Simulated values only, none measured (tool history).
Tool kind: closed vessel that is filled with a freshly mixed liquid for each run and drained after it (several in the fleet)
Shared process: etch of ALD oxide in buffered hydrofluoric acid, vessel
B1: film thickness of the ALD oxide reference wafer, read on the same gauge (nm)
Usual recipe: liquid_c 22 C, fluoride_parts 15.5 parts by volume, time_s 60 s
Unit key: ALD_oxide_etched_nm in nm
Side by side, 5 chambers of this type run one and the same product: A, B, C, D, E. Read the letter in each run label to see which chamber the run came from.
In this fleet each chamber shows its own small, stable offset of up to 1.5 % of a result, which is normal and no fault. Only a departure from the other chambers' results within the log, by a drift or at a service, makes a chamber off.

Run 1D, hour 10.9: usual settings; B1 109.97. Result: ALD_oxide_etched_nm 62.803 nm.
Run 2C, hour 18.5: usual settings; B1 110.01. Result: ALD_oxide_etched_nm 63.630 nm.
Run 3A, hour 32.5: usual settings; B1 109.99. Result: ALD_oxide_etched_nm 64.512 nm.
Run 4B, hour 42.4: usual settings; B1 109.96. Result: ALD_oxide_etched_nm 63.785 nm.
Run 5E, hour 55.7: usual settings; B1 109.99. Result: ALD_oxide_etched_nm 64.733 nm.
Run 6E, hour 66.9: usual settings; B1 110.01. Result: ALD_oxide_etched_nm 64.211 nm.
Run 7B, hour 75.3: usual settings; B1 109.95. Result: ALD_oxide_etched_nm 64.028 nm.
Run 8D, hour 86.1: usual settings; B1 110.07. Result: ALD_oxide_etched_nm 63.021 nm.
Run 9C, hour 93.5: usual settings but fluoride_parts 12.5 parts by volume; B1 110.02. Result: ALD_oxide_etched_nm 79.626 nm.
Run 10A, hour 102.2: usual settings but fluoride_parts 12.5 parts by volume; B1 109.99. Result: ALD_oxide_etched_nm 79.826 nm.
Run 11A, hour 116.7: usual settings but fluoride_parts 12.5 parts by volume; B1 110.01. Result: ALD_oxide_etched_nm 79.181 nm.
Run 12E, hour 130.6: usual settings but fluoride_parts 12.5 parts by volume; B1 109.96. Result: ALD_oxide_etched_nm 79.127 nm.
Run 13B, hour 140.1: usual settings but fluoride_parts 12.5 parts by volume; B1 109.99. Result: ALD_oxide_etched_nm 78.912 nm.
At hour 151.6: chamber C: thermometer replaced.
Run 14D, hour 151.7: usual settings; B1 110.02. Result: ALD_oxide_etched_nm 62.654 nm.
Run 15C, hour 160.6: usual settings but liquid_c 20 C, time_s 40 s; B1 110.05. Result: ALD_oxide_etched_nm 38.026 nm.
Run 16E, hour 172.6: usual settings but liquid_c 20 C, time_s 40 s; B1 110.03. Result: ALD_oxide_etched_nm 38.148 nm.
Run 17D, hour 181.5: usual settings but liquid_c 20 C, time_s 40 s; B1 109.99. Result: ALD_oxide_etched_nm 37.454 nm.
Run 18C, hour 191.1: usual settings but liquid_c 20 C, time_s 40 s; B1 109.99. Result: ALD_oxide_etched_nm 37.357 nm.
Run 19B, hour 205.8: usual settings but liquid_c 20 C, time_s 40 s; B1 110.02. Result: ALD_oxide_etched_nm 38.155 nm.
Run 20A, hour 217.8: usual settings; B1 110.00. Result: ALD_oxide_etched_nm 63.981 nm.
At hour 218.0: chamber E: hydrofluoric acid flow meter replaced.
Run 21C, hour 226.9: usual settings but liquid_c 18 C, time_s 30 s; B1 109.99. Result: ALD_oxide_etched_nm 25.385 nm.
Run 22D, hour 236.6: usual settings but liquid_c 18 C, time_s 30 s; B1 109.99. Result: ALD_oxide_etched_nm 25.239 nm.
Run 23A, hour 247.5: usual settings but liquid_c 18 C, time_s 30 s; B1 109.99. Result: ALD_oxide_etched_nm 25.491 nm.
Run 24B, hour 262.9: usual settings but liquid_c 18 C, time_s 30 s; B1 110.00. Result: ALD_oxide_etched_nm 25.664 nm.
Run 25E, hour 278.4: usual settings but liquid_c 18 C, time_s 30 s; B1 109.98. Result: ALD_oxide_etched_nm 25.703 nm.
Run 26E, hour 291.2: usual settings; B1 110.01. Result: ALD_oxide_etched_nm 63.811 nm.
Run 27A, hour 302.7: usual settings; B1 110.03. Result: ALD_oxide_etched_nm 63.299 nm.
At hour 316.1: chamber D: hydrofluoric acid flow meter replaced.
Run 28C, hour 318.3: usual settings but fluoride_parts 12.5 parts by volume, time_s 50 s; B1 109.96. Result: ALD_oxide_etched_nm 65.880 nm.
Run 29D, hour 331.8: usual settings but fluoride_parts 12.5 parts by volume, time_s 50 s; B1 110.00. Result: ALD_oxide_etched_nm 64.425 nm.
At hour 339.4: chamber B: thermometer replaced.
Run 30B, hour 346.3: usual settings but fluoride_parts 12.5 parts by volume, time_s 50 s; B1 110.02. Result: ALD_oxide_etched_nm 65.623 nm.
Run 31B, hour 354.7: usual settings but fluoride_parts 12.5 parts by volume, time_s 50 s; B1 110.05. Result: ALD_oxide_etched_nm 65.421 nm.
Run 32A, hour 367.8: usual settings but fluoride_parts 12.5 parts by volume, time_s 50 s; B1 109.97. Result: ALD_oxide_etched_nm 66.264 nm.
Run 33D, hour 378.1: usual settings; B1 109.96. Result: ALD_oxide_etched_nm 63.450 nm.
Run 34E, hour 388.3: usual settings; B1 110.01. Result: ALD_oxide_etched_nm 64.122 nm.
Run 35C, hour 396.3: usual settings; B1 110.01. Result: ALD_oxide_etched_nm 64.252 nm.

Which is it: a chamber that has drifted or been left off by a service, a gauge drift common to all chambers, or only each chamber's usual small offset? If a chamber is off, name it and its likeliest cause.

Beyond each chamber's small constant offset nothing stands out, and the gauge stays steady.

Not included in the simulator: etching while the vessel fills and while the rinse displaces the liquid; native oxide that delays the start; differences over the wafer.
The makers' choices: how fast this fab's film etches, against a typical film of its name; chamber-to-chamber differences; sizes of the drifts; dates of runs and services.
